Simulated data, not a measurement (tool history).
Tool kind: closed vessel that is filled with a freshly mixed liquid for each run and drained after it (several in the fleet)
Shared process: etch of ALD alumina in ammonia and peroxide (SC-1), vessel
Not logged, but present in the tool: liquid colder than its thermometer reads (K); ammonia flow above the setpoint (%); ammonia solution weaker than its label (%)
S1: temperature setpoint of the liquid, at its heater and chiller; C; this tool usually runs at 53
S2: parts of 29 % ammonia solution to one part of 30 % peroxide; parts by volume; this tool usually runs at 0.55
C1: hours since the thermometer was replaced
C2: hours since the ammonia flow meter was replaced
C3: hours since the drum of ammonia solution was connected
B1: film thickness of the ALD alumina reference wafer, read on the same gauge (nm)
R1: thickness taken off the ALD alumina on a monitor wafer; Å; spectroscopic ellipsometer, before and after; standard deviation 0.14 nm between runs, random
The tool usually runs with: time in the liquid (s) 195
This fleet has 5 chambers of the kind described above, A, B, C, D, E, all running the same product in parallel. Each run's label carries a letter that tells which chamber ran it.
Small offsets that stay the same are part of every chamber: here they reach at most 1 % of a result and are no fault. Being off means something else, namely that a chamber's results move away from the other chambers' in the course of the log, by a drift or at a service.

-- hour=4.8 chamber A: new drum of ammonia solution connected
-- hour=5.8 chamber D: thermometer replaced
run 1E hour=15.6 | S1=53 S2=0.55 time_in_the_liquid_(s)=195 | C1=1112.4 C2=1392.4 C3=404.9 | B1=130.06 | R1=181.57
run 2C hour=27.1 | S1=53 S2=0.55 time_in_the_liquid_(s)=195 | C1=535.2 C2=811.1 C3=683.9 | B1=129.98 | R1=182.33
-- hour=34 chamber D: new drum of ammonia solution connected
run 3A hour=37 | S1=53 S2=0.55 time_in_the_liquid_(s)=195 | C1=274.7 C2=1194.5 C3=32.3 | B1=129.95 | R1=179.5
run 4D hour=47.7 | S1=53 S2=0.55 time_in_the_liquid_(s)=195 | C1=42 C2=819 C3=13.7 | B1=129.96 | R1=182.22
run 5B hour=61.6 | S1=53 S2=0.55 time_in_the_liquid_(s)=195 | C1=260.5 C2=247.4 C3=76.3 | B1=130.01 | R1=182.11
run 6B hour=72 | S1=53 S2=0.55 time_in_the_liquid_(s)=195 | C1=270.9 C2=257.8 C3=86.7 | B1=130.01 | R1=179.57
run 7C hour=84.7 | S1=53 S2=0.55 time_in_the_liquid_(s)=195 | C1=592.8 C2=868.7 C3=741.5 | B1=130 | R1=179.17
run 8D hour=94 | S1=53 S2=0.55 time_in_the_liquid_(s)=195 | C1=88.3 C2=865.3 C3=60 | B1=130.05 | R1=182.37
run 9E hour=104.8 | S1=53 S2=0.55 time_in_the_liquid_(s)=195 | C1=1201.6 C2=1481.6 C3=494.1 | B1=129.98 | R1=181.43
run 10A hour=113.3 | S1=53 S2=0.55 time_in_the_liquid_(s)=195 | C1=351 C2=1270.8 C3=108.6 | B1=129.99 | R1=179.97
run 11E hour=129.2 | S1=53 S2=0.55 time_in_the_liquid_(s)=195 | C1=1226 C2=1506 C3=518.5 | B1=130.03 | R1=183.66
run 12C hour=142.8 | S1=53 S2=0.55 time_in_the_liquid_(s)=195 | C1=650.9 C2=926.8 C3=799.6 | B1=129.99 | R1=178.71
run 13B hour=153.1 | S1=53 S2=0.55 time_in_the_liquid_(s)=195 | C1=352 C2=338.9 C3=167.8 | B1=130.05 | R1=181.74
run 14D hour=160.2 | S1=49.5 S2=0.55 time_in_the_liquid_(s)=125 | C1=154.5 C2=931.5 C3=126.2 | B1=130.01 | R1=96.272
run 15A hour=172.1 | S1=49.5 S2=0.55 time_in_the_liquid_(s)=125 | C1=409.8 C2=1329.6 C3=167.4 | B1=130 | R1=96.417
-- hour=175.3 chamber C: new drum of ammonia solution connected
run 16B hour=186.5 | S1=49.5 S2=0.55 time_in_the_liquid_(s)=125 | C1=385.4 C2=372.3 C3=201.2 | B1=129.99 | R1=95.982
run 17D hour=193.6 | S1=49.5 S2=0.55 time_in_the_liquid_(s)=125 | C1=187.9 C2=964.9 C3=159.6 | B1=130 | R1=95.937
run 18A hour=202.1 | S1=49.5 S2=0.55 time_in_the_liquid_(s)=125 | C1=439.8 C2=1359.6 C3=197.4 | B1=130.02 | R1=96.229
run 19C hour=214.2 | S1=53 S2=0.55 time_in_the_liquid_(s)=195 | C1=722.3 C2=998.2 C3=38.9 | B1=130.02 | R1=174.99
run 20E hour=226.5 | S1=53 S2=0.45 time_in_the_liquid_(s)=195 | C1=1323.3 C2=1603.3 C3=615.8 | B1=129.99 | R1=176.26
run 21D hour=239.1 | S1=53 S2=0.45 time_in_the_liquid_(s)=195 | C1=233.4 C2=1010.4 C3=205.1 | B1=129.98 | R1=179.54
run 22C hour=254.5 | S1=53 S2=0.45 time_in_the_liquid_(s)=195 | C1=762.6 C2=1038.5 C3=79.2 | B1=130.03 | R1=170.07
run 23A hour=268.9 | S1=53 S2=0.45 time_in_the_liquid_(s)=195 | C1=506.6 C2=1426.4 C3=264.2 | B1=130 | R1=175.9
run 24E hour=281.5 | S1=53 S2=0.45 time_in_the_liquid_(s)=195 | C1=1378.3 C2=1658.3 C3=670.8 | B1=130.01 | R1=177.47
run 25B hour=294 | S1=53 S2=0.55 time_in_the_liquid_(s)=195 | C1=492.9 C2=479.8 C3=308.7 | B1=129.98 | R1=181.08
run 26D hour=306.6 | S1=53 S2=0.55 time_in_the_liquid_(s)=195 | C1=300.9 C2=1077.9 C3=272.6 | B1=129.97 | R1=179.94
run 27B hour=320.7 | S1=53 S2=0.55 time_in_the_liquid_(s)=195 | C1=519.6 C2=506.5 C3=335.4 | B1=130.01 | R1=181.54
run 28C hour=335.2 | S1=53 S2=0.55 time_in_the_liquid_(s)=195 | C1=843.3 C2=1119.2 C3=159.9 | B1=129.98 | R1=170.42
run 29A hour=348 | S1=53 S2=0.55 time_in_the_liquid_(s)=195 | C1=585.7 C2=1505.5 C3=343.3 | B1=129.97 | R1=178.52
run 30E hour=364.1 | S1=53 S2=0.55 time_in_the_liquid_(s)=195 | C1=1460.9 C2=1740.9 C3=753.4 | B1=129.94 | R1=183.53
run 31A hour=380.3 | S1=53 S2=0.55 time_in_the_liquid_(s)=195 | C1=618 C2=1537.8 C3=375.6 | B1=129.99 | R1=177.71
run 32D hour=394 | S1=53 S2=0.75 time_in_the_liquid_(s)=145 | C1=388.3 C2=1165.3 C3=360 | B1=129.99 | R1=138.04
run 33C hour=408.4 | S1=53 S2=0.75 time_in_the_liquid_(s)=145 | C1=916.5 C2=1192.4 C3=233.1 | B1=130.03 | R1=130.56
run 34B hour=423 | S1=53 S2=0.75 time_in_the_liquid_(s)=145 | C1=621.9 C2=608.8 C3=437.7 | B1=130.06 | R1=139.86
run 35E hour=434.8 | S1=53 S2=0.75 time_in_the_liquid_(s)=145 | C1=1531.6 C2=1811.6 C3=824.1 | B1=130.06 | R1=140.7
run 36A hour=442.4 | S1=53 S2=0.75 time_in_the_liquid_(s)=145 | C1=680.1 C2=1599.9 C3=437.7 | B1=130 | R1=139.89
-- hour=451.7 chamber B: new drum of ammonia solution connected
run 37E hour=455 | S1=53 S2=0.55 time_in_the_liquid_(s)=195 | C1=1551.8 C2=1831.8 C3=844.3 | B1=130.01 | R1=183.17
run 38C hour=466.8 | S1=53 S2=0.55 time_in_the_liquid_(s)=195 | C1=974.9 C2=1250.8 C3=291.5 | B1=130 | R1=170.31
-- hour=467.8 chamber A: new drum of ammonia solution connected
run 39D hour=478.7 | S1=53 S2=0.55 time_in_the_liquid_(s)=195 | C1=473 C2=1250 C3=444.7 | B1=130 | R1=177.83
run 40B hour=492.4 | S1=53 S2=0.55 time_in_the_liquid_(s)=195 | C1=691.3 C2=678.2 C3=40.8 | B1=130.03 | R1=179.15
run 41A hour=506.3 | S1=53 S2=0.55 time_in_the_liquid_(s)=195 | C1=744 C2=1663.8 C3=38.5 | B1=130.01 | R1=181.16
run 42D hour=517.9 | S1=53 S2=0.55 time_in_the_liquid_(s)=195 | C1=512.2 C2=1289.2 C3=483.9 | B1=130.01 | R1=182.12
run 43E hour=528.4 | S1=48 S2=0.55 time_in_the_liquid_(s)=195 | C1=1625.2 C2=1905.2 C3=917.7 | B1=129.98 | R1=139.05
run 44B hour=541 | S1=48 S2=0.55 time_in_the_liquid_(s)=195 | C1=739.9 C2=726.8 C3=89.4 | B1=130 | R1=137.9

Predict what each chamber gives when all 5 of them run the settings below next.
run 45A hour=552.7 | S1=50 S2=0.55 time_in_the_liquid_(s)=195 | R1=?
run 45B hour=552.7 | S1=50 S2=0.55 time_in_the_liquid_(s)=195 | R1=?
run 45C hour=552.7 | S1=50 S2=0.55 time_in_the_liquid_(s)=195 | R1=?
run 45D hour=552.7 | S1=50 S2=0.55 time_in_the_liquid_(s)=195 | R1=?
run 45E hour=552.7 | S1=50 S2=0.55 time_in_the_liquid_(s)=195 | R1=?

run=45A R1=152.04
run=45B R1=153.42
run=45C R1=139.68
run=45D R1=152.63
run=45E R1=156.39

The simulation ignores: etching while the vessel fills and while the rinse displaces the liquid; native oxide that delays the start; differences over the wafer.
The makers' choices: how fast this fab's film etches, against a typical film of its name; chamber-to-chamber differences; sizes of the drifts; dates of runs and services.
